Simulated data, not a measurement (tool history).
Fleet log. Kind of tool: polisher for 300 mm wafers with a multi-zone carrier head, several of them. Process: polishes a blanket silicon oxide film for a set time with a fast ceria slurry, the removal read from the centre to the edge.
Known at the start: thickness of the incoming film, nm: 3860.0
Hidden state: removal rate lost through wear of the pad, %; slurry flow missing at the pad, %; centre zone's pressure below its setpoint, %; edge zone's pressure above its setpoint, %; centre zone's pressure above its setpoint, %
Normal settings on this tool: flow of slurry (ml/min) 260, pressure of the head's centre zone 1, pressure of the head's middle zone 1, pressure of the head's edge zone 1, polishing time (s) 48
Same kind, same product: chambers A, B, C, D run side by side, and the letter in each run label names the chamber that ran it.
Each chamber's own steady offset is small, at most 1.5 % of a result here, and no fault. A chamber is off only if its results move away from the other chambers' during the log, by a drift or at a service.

run	hour	flow of slurry (ml/min)	pressure of the head's centre zone	pressure of the head's middle zone	pressure of the head's edge zone	polishing time (s)	wafers polished on this pad	hours since the slurry nozzle was cleaned	hours since the centre zone pressure was calibrated	hours since the edge zone pressure was calibrated	film removed at the wafer's centre (nm)	film removed at mid-radius (nm)	film removed at the wafer's edge (nm)
# hour 3: chamber B: worn pad replaced by a new one
1C	9.5	260	1	1	1	48	296	714.1	254.8	185.3	644.89	634.18	636.02
2A	15.2	260	1	1	1	48	561	196.9	635.7	441.7	625.02	635.76	638.52
# hour 21.7: chamber C: slurry nozzle cleaned
3B	23.8	260	1	1	1	48	243	24.1	306.7	504	637.92	636.81	625.23
4D	33.7	260	1	1	1	48	812	775.1	456.3	340.5	644.05	642.02	635.07
5A	43.2	260	1	1	1	48	887	224.9	663.7	469.7	626.13	633.1	640.55
# hour 46.4: chamber A: slurry nozzle cleaned
# hour 46.9: chamber C: worn pad replaced by a new one
6C	52.9	260	1	1	1	48	70	31.2	298.2	228.7	642.66	629.91	642.96
# hour 53.5: chamber D: worn pad replaced by a new one
7B	63	260	1	1	1	48	700	63.3	345.9	543.2	628.86	631.5	630.03
# hour 70.3: chamber D: centre zone pressure recalibrated
8D	70.4	260	1	1	1	48	197	811.8	0.2	377.2	638.59	641.96	642.04
9B	77.4	260	1	1	1	48	868	77.7	360.3	557.6	627.47	634.85	636.65
10C	86.1	260	1	1	1	48	457	64.4	331.4	261.9	632.56	625.97	639.61
# hour 93.2: chamber B: worn pad replaced by a new one
11D	95.9	260	1	1	1	48	494	837.3	25.7	402.7	627.68	639.91	635.68
12A	103.8	260	1	1	1	48	1593	57.5	724.3	530.3	624.19	621.35	634.47
# hour 106.1: chamber C: worn pad replaced by a new one
13A	109.2	260	1	1	1	48	1656	62.9	729.7	535.7	639.9	626.46	629.78
14C	116.9	260	1	1	1	48	126	95.2	362.2	292.7	632.76	631.88	645.38
15B	122.2	260	1	1	1	48	338	122.5	405.1	602.4	630.53	633.31	631.31
# hour 129.3: chamber D: worn pad replaced by a new one
16D	132.1	260	1.06	1	1	48	33	873.5	61.9	438.9	676.86	632.74	636.2
17B	143.3	260	1.06	1	1	48	584	143.6	426.2	623.5	670.05	636.17	629.53
18A	153.4	260	1.06	1	1	48	2172	107.1	773.9	579.9	647.31	601.8	612.26
19C	162.9	260	1.06	1	1	48	663	141.2	408.2	338.7	685.16	637.42	637.82
# hour 167.1: chamber C: worn pad replaced by a new one
# hour 170.9: chamber B: worn pad replaced by a new one
20D	171.6	260	1	1	1	48	493	913	101.4	478.4	641.29	645.98	642.08
21A	181.6	260	1	1	1	48	2500	135.3	802.1	608.1	601.72	598.71	602.45
22C	191.1	260	1	1	1	48	279	169.4	436.4	366.9	644.5	628.42	628.05
23D	196.9	260	1	1	1	48	788	938.3	126.7	503.7	626.05	637.38	644.75
24B	202.1	260	1	1	1	48	364	202.4	485	682.3	628.65	638.89	635.04
25A	207.3	260	1	1	1	48	2800	161	827.8	633.8	584.99	586.86	591.51
26C	212.9	260	1	1	1	48	533	191.2	458.2	388.7	641.49	626.79	647.79
# hour 214.9: chamber D: worn pad replaced by a new one
27D	219.5	260	1	1	1	48	54	960.9	149.3	526.3	631.1	645.09	632.58
# hour 227: chamber C: worn pad replaced by a new one
28B	229.2	260	1	1	1	48	680	229.5	512.1	709.4	639.44	638.02	636.6
29B	237.2	260	1	1	1	48	773	237.5	520.1	717.4	622.29	634.89	638.53
# hour 245.9: chamber D: slurry nozzle cleaned
30A	248.7	260	1	1	1	48	3282	202.4	869.2	675.2	576.34	577.3	578.06
31C	255.2	260	1	1	1	48	329	233.5	500.5	431	641.65	638.35	637.55
32D	264.3	260	1	1	1	48	576	18.5	194.1	571.1	634.82	644.06	641.89
# hour 265.8: chamber A: slurry nozzle cleaned
33A	269.4	260	1	1	1	48	3524	3.6	889.9	695.9	579.5	564.62	574.65

Each of the 4 chambers runs these same settings next. Fill in every chamber's results:
34A	277.8	260	1	1	1	48					?	?	?
34B	277.8	260	1	1	1	48					?	?	?
34C	277.8	260	1	1	1	48					?	?	?
34D	277.8	260	1	1	1	48					?	?	?

run	film removed at the wafer's centre (nm)	film removed at mid-radius (nm)	film removed at the wafer's edge (nm)
34A	558.47	565.59	569
34B	647.17	642.56	636.55
34C	618.15	630.5	642.02
34D	647.64	641.69	644.11
